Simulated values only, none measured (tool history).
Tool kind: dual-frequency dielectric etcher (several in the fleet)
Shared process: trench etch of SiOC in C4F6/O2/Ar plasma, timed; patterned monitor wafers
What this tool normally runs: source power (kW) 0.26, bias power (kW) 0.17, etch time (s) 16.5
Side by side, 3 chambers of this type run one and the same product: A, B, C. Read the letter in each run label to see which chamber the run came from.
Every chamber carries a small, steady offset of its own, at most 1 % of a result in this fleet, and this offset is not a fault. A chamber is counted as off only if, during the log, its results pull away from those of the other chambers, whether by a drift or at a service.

run	hour	source power (kW)	bias power (kW)	etch time (s)	hours since the last wet clean	hours since the last source power generator calibration	hours since the last bias power generator calibration	read-back reference wafer on the same gauge, depth_nm	mean etch depth across the wafer (angstrom)
1B	5	0.26	0.17	16.5	130.3	898.8	3309	27.651	285.03
2C	10.4	0.26	0.17	16.5	152.6	718.5	2472.7	27.726	282.51
3A	14.3	0.26	0.17	16.5	552.9	3565.8	109.6	27.75	287.4
4B	18.6	0.26	0.17	16.5	143.9	912.4	3322.6	27.669	284.69
5A	23.8	0.26	0.17	16.5	562.4	3575.3	119.1	27.733	286.59
6C	30	0.26	0.17	16.5	172.2	738.1	2492.3	27.739	281.92
7A	33.4	0.26	0.17	16.5	572	3584.9	128.7	27.719	287.6
8C	36.5	0.26	0.17	16.5	178.7	744.6	2498.8	27.701	282.14
9B	40.8	0.26	0.151	16.5	166.1	934.6	3344.8	27.73	275.36
# hour 42.8: chamber A: wet clean of the chamber
10C	44.7	0.26	0.151	16.5	186.9	752.8	2507	27.716	274.85
11A	50.8	0.26	0.151	16.5	8.1	3602.3	146.1	27.7	265.71
12B	57.3	0.26	0.17	16.5	182.6	951.1	3361.3	27.666	285.47
13C	60.6	0.26	0.17	16.5	202.8	768.7	2522.9	27.718	280.8
14B	67.1	0.26	0.17	16.5	192.4	960.9	3371.1	27.739	284.94
15A	73.7	0.26	0.17	16.5	31	3625.2	169	27.713	273.94
16A	76.7	0.26	0.17	16.5	34	3628.2	172	27.708	275.13
17C	82.4	0.26	0.17	16.5	224.6	790.5	2544.7	27.682	283.82
18B	86.6	0.26	0.17	16.5	211.9	980.4	3390.6	27.702	285.23
19B	92.1	0.26	0.17	16.5	217.4	985.9	3396.1	27.691	282.93
20C	97.1	0.26	0.17	16.5	239.3	805.2	2559.4	27.723	281.83

What goes on in this fleet: one chamber off, a drifting gauge, or nothing beyond the chambers' own small offsets? Name the chamber and the cause, if any.

A service left chamber A off against the others.
What lies behind it: etch rate under this chamber's usual, % = 3.77.

Below are 4 candidate recipes for chamber A's next run, each the usual settings with a change, their results shown as question marks. Which of them brings A's results back in line with what the other chambers give on the usual settings?
Allowed miss from the other chambers' usual-settings mean, per result, to count as in line: mean etch depth across the wafer (angstrom) 5.1
21A-1	102	0.26	0.17	15.5					?
21A-2	102	0.26	0.185	16.5					?
21A-3	102	0.26	0.17	17.5					?
21A-4	102	0.26	0.169	16					?

The other chambers' mean on the usual settings: mean etch depth across the wafer (angstrom) 283.59
run	mean etch depth across the wafer (angstrom)
21A-1	258.62
21A-2	282.88
21A-3	291.99
21A-4	266.46
Change 21A-2 lands the chamber within the allowed miss of the other chambers.
